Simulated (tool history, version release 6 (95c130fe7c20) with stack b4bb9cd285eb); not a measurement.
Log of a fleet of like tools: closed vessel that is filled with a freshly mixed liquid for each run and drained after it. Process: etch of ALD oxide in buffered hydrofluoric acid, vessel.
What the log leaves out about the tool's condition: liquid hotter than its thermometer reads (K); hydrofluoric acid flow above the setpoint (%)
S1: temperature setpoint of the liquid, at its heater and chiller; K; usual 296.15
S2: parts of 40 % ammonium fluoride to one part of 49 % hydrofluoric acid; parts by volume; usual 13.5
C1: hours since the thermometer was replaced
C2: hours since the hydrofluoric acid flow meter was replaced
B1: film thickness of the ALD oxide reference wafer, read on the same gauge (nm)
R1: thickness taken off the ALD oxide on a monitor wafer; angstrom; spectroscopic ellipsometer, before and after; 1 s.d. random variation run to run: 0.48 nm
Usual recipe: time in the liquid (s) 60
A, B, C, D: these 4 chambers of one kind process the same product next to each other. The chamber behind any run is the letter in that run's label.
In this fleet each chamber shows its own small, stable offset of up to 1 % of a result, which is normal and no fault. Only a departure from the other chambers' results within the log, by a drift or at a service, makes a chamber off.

{"run": "1C", "hour": 10.8, "S1": 296.15, "S2": 13.5, "time in the liquid (s)": 60, "C1": 1075.5, "C2": 378.1, "B1": 59.999, "R1": 523.15}
{"run": "2D", "hour": 19.9, "S1": 296.15, "S2": 13.5, "time in the liquid (s)": 60, "C1": 877.4, "C2": 195.8, "B1": 60.014, "R1": 525.42}
{"run": "3A", "hour": 32.3, "S1": 296.15, "S2": 13.5, "time in the liquid (s)": 60, "C1": 266.2, "C2": 971.0, "B1": 59.999, "R1": 522.6}
{"run": "4B", "hour": 41.9, "S1": 296.15, "S2": 13.5, "time in the liquid (s)": 60, "C1": 882.7, "C2": 267.5, "B1": 60.001, "R1": 529.26}
{"run": "5B", "hour": 51.6, "S1": 296.15, "S2": 13.5, "time in the liquid (s)": 60, "C1": 892.4, "C2": 277.2, "B1": 60.003, "R1": 527.97}
{"run": "6A", "hour": 58.6, "S1": 296.15, "S2": 13.5, "time in the liquid (s)": 60, "C1": 292.5, "C2": 997.3, "B1": 60.013, "R1": 528.08}
{"run": "7D", "hour": 71.2, "S1": 296.15, "S2": 13.5, "time in the liquid (s)": 60, "C1": 928.7, "C2": 247.1, "B1": 59.983, "R1": 528.26}
{"hour": 80.8, "done": "chamber D: thermometer replaced"}
{"run": "8C", "hour": 83.8, "S1": 296.15, "S2": 13.5, "time in the liquid (s)": 60, "C1": 1148.5, "C2": 451.1, "B1": 60.009, "R1": 528.47}
{"run": "9D", "hour": 96.9, "S1": 292.15, "S2": 13.5, "time in the liquid (s)": 80, "C1": 16.1, "C2": 272.8, "B1": 59.997, "R1": 566.85}
{"run": "10C", "hour": 105.2, "S1": 292.15, "S2": 13.5, "time in the liquid (s)": 80, "C1": 1169.9, "C2": 472.5, "B1": 60.009, "R1": 561.86}
{"run": "11B", "hour": 112.0, "S1": 292.15, "S2": 13.5, "time in the liquid (s)": 80, "C1": 952.8, "C2": 337.6, "B1": 60.0, "R1": 573.4}
{"run": "12A", "hour": 119.5, "S1": 292.15, "S2": 13.5, "time in the liquid (s)": 80, "C1": 353.4, "C2": 1058.2, "B1": 59.998, "R1": 563.39}
{"run": "13D", "hour": 127.2, "S1": 296.15, "S2": 13.5, "time in the liquid (s)": 60, "C1": 46.4, "C2": 303.1, "B1": 60.001, "R1": 528.86}
{"run": "14A", "hour": 137.2, "S1": 296.15, "S2": 13.5, "time in the liquid (s)": 60, "C1": 371.1, "C2": 1075.9, "B1": 59.978, "R1": 527.67}
{"run": "15B", "hour": 147.0, "S1": 296.15, "S2": 13.5, "time in the liquid (s)": 60, "C1": 987.8, "C2": 372.6, "B1": 59.987, "R1": 544.83}
{"run": "16C", "hour": 152.6, "S1": 296.15, "S2": 18.5, "time in the liquid (s)": 90, "C1": 1217.3, "C2": 519.9, "B1": 59.998, "R1": 590.07}
{"run": "17B", "hour": 161.2, "S1": 296.15, "S2": 18.5, "time in the liquid (s)": 90, "C1": 1002.0, "C2": 386.8, "B1": 60.005, "R1": 590.08}
{"hour": 162.1, "done": "chamber C: thermometer replaced"}
{"run": "18A", "hour": 167.5, "S1": 296.15, "S2": 18.5, "time in the liquid (s)": 90, "C1": 401.4, "C2": 1106.2, "B1": 60.004, "R1": 577.78}
{"run": "19C", "hour": 174.7, "S1": 296.15, "S2": 18.5, "time in the liquid (s)": 90, "C1": 12.7, "C2": 542.0, "B1": 59.989, "R1": 580.24}
{"run": "20D", "hour": 185.1, "S1": 299.15, "S2": 13.5, "time in the liquid (s)": 60, "C1": 104.3, "C2": 361.0, "B1": 59.994, "R1": 616.84}
{"run": "21B", "hour": 191.4, "S1": 299.15, "S2": 13.5, "time in the liquid (s)": 60, "C1": 1032.2, "C2": 417.0, "B1": 60.019, "R1": 651.93}
{"run": "22C", "hour": 204.1, "S1": 299.15, "S2": 13.5, "time in the liquid (s)": 60, "C1": 42.1, "C2": 571.4, "B1": 60.004, "R1": 626.12}
{"run": "23D", "hour": 210.4, "S1": 299.15, "S2": 13.5, "time in the liquid (s)": 60, "C1": 129.6, "C2": 386.3, "B1": 59.991, "R1": 615.89}
{"run": "24A", "hour": 223.0, "S1": 296.15, "S2": 13.5, "time in the liquid (s)": 60, "C1": 456.9, "C2": 1161.7, "B1": 60.025, "R1": 522.91}
{"run": "25C", "hour": 230.8, "S1": 296.15, "S2": 13.5, "time in the liquid (s)": 60, "C1": 68.8, "C2": 598.1, "B1": 60.014, "R1": 536.92}
{"run": "26B", "hour": 236.8, "S1": 296.15, "S2": 13.5, "time in the liquid (s)": 60, "C1": 1077.6, "C2": 462.4, "B1": 59.986, "R1": 554.62}
{"run": "27D", "hour": 243.1, "S1": 296.15, "S2": 13.5, "time in the liquid (s)": 60, "C1": 162.3, "C2": 419.0, "B1": 60.011, "R1": 531.11}
{"run": "28A", "hour": 250.3, "S1": 296.15, "S2": 13.5, "time in the liquid (s)": 60, "C1": 484.2, "C2": 1189.0, "B1": 59.994, "R1": 531.44}
{"run": "29B", "hour": 263.2, "S1": 296.15, "S2": 13.5, "time in the liquid (s)": 60, "C1": 1104.0, "C2": 488.8, "B1": 59.998, "R1": 576.41}
{"run": "30D", "hour": 271.6, "S1": 296.15, "S2": 13.5, "time in the liquid (s)": 60, "C1": 190.8, "C2": 447.5, "B1": 59.995, "R1": 518.12}
{"run": "31A", "hour": 283.9, "S1": 296.15, "S2": 13.5, "time in the liquid (s)": 60, "C1": 517.8, "C2": 1222.6, "B1": 59.995, "R1": 532.85}

All 4 chambers run these settings next. Forecast each chamber's results:
{"run": "32A", "hour": 293.3, "S1": 296.15, "S2": 13.5, "time in the liquid (s)": 60, "R1": "?"}
{"run": "32B", "hour": 293.3, "S1": 296.15, "S2": 13.5, "time in the liquid (s)": 60, "R1": "?"}
{"run": "32C", "hour": 293.3, "S1": 296.15, "S2": 13.5, "time in the liquid (s)": 60, "R1": "?"}
{"run": "32D", "hour": 293.3, "S1": 296.15, "S2": 13.5, "time in the liquid (s)": 60, "R1": "?"}

run=32A R1=523.56
run=32B R1=574.97
run=32C R1=528.00
run=32D R1=518.24
